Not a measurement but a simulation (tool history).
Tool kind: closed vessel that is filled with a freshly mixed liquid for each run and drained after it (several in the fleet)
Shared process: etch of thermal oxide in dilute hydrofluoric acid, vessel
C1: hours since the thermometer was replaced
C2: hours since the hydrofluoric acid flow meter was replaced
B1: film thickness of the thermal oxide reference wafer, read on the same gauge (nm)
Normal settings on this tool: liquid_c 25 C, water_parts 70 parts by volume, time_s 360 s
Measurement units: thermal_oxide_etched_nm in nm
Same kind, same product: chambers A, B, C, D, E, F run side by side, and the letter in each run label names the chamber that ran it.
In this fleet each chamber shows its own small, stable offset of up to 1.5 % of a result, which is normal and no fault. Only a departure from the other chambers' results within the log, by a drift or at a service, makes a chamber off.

run 1B hour=10.4 | liquid_c=25 water_parts=70 time_s=360 | C1=326.5 C2=269.0 | B1=110.01 | thermal_oxide_etched_nm=25.157
run 2D hour=21.7 | liquid_c=25 water_parts=70 time_s=360 | C1=98.0 C2=789.1 | B1=110.01 | thermal_oxide_etched_nm=25.178
run 3A hour=32.2 | liquid_c=25 water_parts=70 time_s=360 | C1=79.4 C2=449.3 | B1=109.98 | thermal_oxide_etched_nm=25.100
run 4C hour=43.7 | liquid_c=25 water_parts=70 time_s=360 | C1=1064.4 C2=593.6 | B1=110.01 | thermal_oxide_etched_nm=24.729
run 5F hour=50.4 | liquid_c=25 water_parts=70 time_s=360 | C1=1218.0 C2=874.8 | B1=110.00 | thermal_oxide_etched_nm=24.680
run 6E hour=56.5 | liquid_c=25 water_parts=70 time_s=360 | C1=1130.3 C2=711.1 | B1=109.98 | thermal_oxide_etched_nm=25.380
run 7B hour=65.8 | liquid_c=25 water_parts=70 time_s=570 | C1=381.9 C2=324.4 | B1=110.03 | thermal_oxide_etched_nm=40.539
run 8C hour=73.4 | liquid_c=25 water_parts=70 time_s=570 | C1=1094.1 C2=623.3 | B1=109.98 | thermal_oxide_etched_nm=39.886
run 9F hour=84.8 | liquid_c=25 water_parts=70 time_s=570 | C1=1252.4 C2=909.2 | B1=110.00 | thermal_oxide_etched_nm=39.190
run 10D hour=94.3 | liquid_c=25 water_parts=70 time_s=570 | C1=170.6 C2=861.7 | B1=110.00 | thermal_oxide_etched_nm=39.650
run 11E hour=100.1 | liquid_c=25 water_parts=70 time_s=570 | C1=1173.9 C2=754.7 | B1=110.01 | thermal_oxide_etched_nm=39.304
run 12A hour=109.4 | liquid_c=25 water_parts=70 time_s=570 | C1=156.6 C2=526.5 | B1=110.02 | thermal_oxide_etched_nm=38.651
run 13F hour=116.2 | liquid_c=25 water_parts=70 time_s=360 | C1=1283.8 C2=940.6 | B1=110.03 | thermal_oxide_etched_nm=24.892
run 14B hour=125.8 | liquid_c=25 water_parts=70 time_s=360 | C1=441.9 C2=384.4 | B1=110.00 | thermal_oxide_etched_nm=24.922
run 15E hour=137.4 | liquid_c=25 water_parts=70 time_s=360 | C1=1211.2 C2=792.0 | B1=110.01 | thermal_oxide_etched_nm=24.780
run 16A hour=148.7 | liquid_c=25 water_parts=70 time_s=360 | C1=195.9 C2=565.8 | B1=110.00 | thermal_oxide_etched_nm=24.466
run 17C hour=154.0 | liquid_c=25 water_parts=70 time_s=360 | C1=1174.7 C2=703.9 | B1=109.99 | thermal_oxide_etched_nm=25.092
run 18D hour=163.6 | liquid_c=25 water_parts=70 time_s=360 | C1=239.9 C2=931.0 | B1=109.98 | thermal_oxide_etched_nm=25.290
run 19C hour=171.7 | liquid_c=25 water_parts=70 time_s=360 | C1=1192.4 C2=721.6 | B1=110.01 | thermal_oxide_etched_nm=24.674
run 20A hour=183.0 | liquid_c=25 water_parts=70 time_s=360 | C1=230.2 C2=600.1 | B1=109.98 | thermal_oxide_etched_nm=24.264
run 21B hour=188.1 | liquid_c=25 water_parts=70 time_s=360 | C1=504.2 C2=446.7 | B1=109.99 | thermal_oxide_etched_nm=25.124
run 22D hour=195.6 | liquid_c=25 water_parts=70 time_s=360 | C1=271.9 C2=963.0 | B1=109.99 | thermal_oxide_etched_nm=25.139
run 23F hour=205.4 | liquid_c=25 water_parts=70 time_s=360 | C1=1373.0 C2=1029.8 | B1=109.99 | thermal_oxide_etched_nm=24.459
run 24E hour=213.0 | liquid_c=25 water_parts=70 time_s=360 | C1=1286.8 C2=867.6 | B1=110.00 | thermal_oxide_etched_nm=25.486
run 25D hour=218.4 | liquid_c=25 water_parts=70 time_s=360 | C1=294.7 C2=985.8 | B1=109.98 | thermal_oxide_etched_nm=25.383
run 26F hour=229.4 | liquid_c=25 water_parts=70 time_s=360 | C1=1397.0 C2=1053.8 | B1=109.98 | thermal_oxide_etched_nm=24.666
run 27C hour=237.9 | liquid_c=25 water_parts=70 time_s=360 | C1=1258.6 C2=787.8 | B1=109.99 | thermal_oxide_etched_nm=25.087
run 28B hour=244.1 | liquid_c=25 water_parts=70 time_s=360 | C1=560.2 C2=502.7 | B1=110.01 | thermal_oxide_etched_nm=24.607
run 29E hour=249.5 | liquid_c=25 water_parts=70 time_s=360 | C1=1323.3 C2=904.1 | B1=110.02 | thermal_oxide_etched_nm=26.417
-- hour=255.1 chamber F: thermometer replaced
run 30A hour=259.5 | liquid_c=25 water_parts=70 time_s=360 | C1=306.7 C2=676.6 | B1=109.99 | thermal_oxide_etched_nm=24.756
run 31E hour=266.8 | liquid_c=25 water_parts=70 time_s=185 | C1=1340.6 C2=921.4 | B1=110.00 | thermal_oxide_etched_nm=13.474
run 32B hour=272.6 | liquid_c=25 water_parts=70 time_s=185 | C1=588.7 C2=531.2 | B1=110.02 | thermal_oxide_etched_nm=12.709
run 33C hour=283.4 | liquid_c=25 water_parts=70 time_s=185 | C1=1304.1 C2=833.3 | B1=109.99 | thermal_oxide_etched_nm=12.905
run 34D hour=294.7 | liquid_c=25 water_parts=70 time_s=185 | C1=371.0 C2=1062.1 | B1=109.96 | thermal_oxide_etched_nm=12.700
run 35A hour=303.9 | liquid_c=25 water_parts=70 time_s=185 | C1=351.1 C2=721.0 | B1=110.00 | thermal_oxide_etched_nm=12.706
run 36F hour=313.1 | liquid_c=25 water_parts=70 time_s=185 | C1=58.1 C2=1137.5 | B1=109.99 | thermal_oxide_etched_nm=12.861
run 37B hour=320.3 | liquid_c=25 water_parts=50 time_s=360 | C1=636.4 C2=578.9 | B1=110.01 | thermal_oxide_etched_nm=35.978
run 38E hour=325.5 | liquid_c=25 water_parts=50 time_s=360 | C1=1399.3 C2=980.1 | B1=109.99 | thermal_oxide_etched_nm=38.652
run 39D hour=334.5 | liquid_c=25 water_parts=50 time_s=360 | C1=410.8 C2=1101.9 | B1=109.99 | thermal_oxide_etched_nm=36.322
run 40F hour=344.8 | liquid_c=25 water_parts=50 time_s=360 | C1=89.8 C2=1169.2 | B1=109.98 | thermal_oxide_etched_nm=35.932
-- hour=350.1 chamber C: hydrofluoric acid flow meter replaced
run 41A hour=353.3 | liquid_c=25 water_parts=50 time_s=360 | C1=400.5 C2=770.4 | B1=110.01 | thermal_oxide_etched_nm=35.511
run 42C hour=358.6 | liquid_c=25 water_parts=50 time_s=360 | C1=1379.3 C2=8.6 | B1=109.99 | thermal_oxide_etched_nm=36.385
run 43D hour=368.0 | liquid_c=25 water_parts=70 time_s=360 | C1=444.3 C2=1135.4 | B1=110.00 | thermal_oxide_etched_nm=24.981

The same settings go to every chamber for the next run, one line per chamber below. Forecast the results for each:
run 44A hour=376.4 | liquid_c=25 water_parts=70 time_s=360 | thermal_oxide_etched_nm=?
run 44B hour=376.4 | liquid_c=25 water_parts=70 time_s=360 | thermal_oxide_etched_nm=?
run 44C hour=376.4 | liquid_c=25 water_parts=70 time_s=360 | thermal_oxide_etched_nm=?
run 44D hour=376.4 | liquid_c=25 water_parts=70 time_s=360 | thermal_oxide_etched_nm=?
run 44E hour=376.4 | liquid_c=25 water_parts=70 time_s=360 | thermal_oxide_etched_nm=?
run 44F hour=376.4 | liquid_c=25 water_parts=70 time_s=360 | thermal_oxide_etched_nm=?

run=44A thermal_oxide_etched_nm=24.733
run=44B thermal_oxide_etched_nm=25.042
run=44C thermal_oxide_etched_nm=24.594
run=44D thermal_oxide_etched_nm=25.259
run=44E thermal_oxide_etched_nm=26.987
run=44F thermal_oxide_etched_nm=24.843

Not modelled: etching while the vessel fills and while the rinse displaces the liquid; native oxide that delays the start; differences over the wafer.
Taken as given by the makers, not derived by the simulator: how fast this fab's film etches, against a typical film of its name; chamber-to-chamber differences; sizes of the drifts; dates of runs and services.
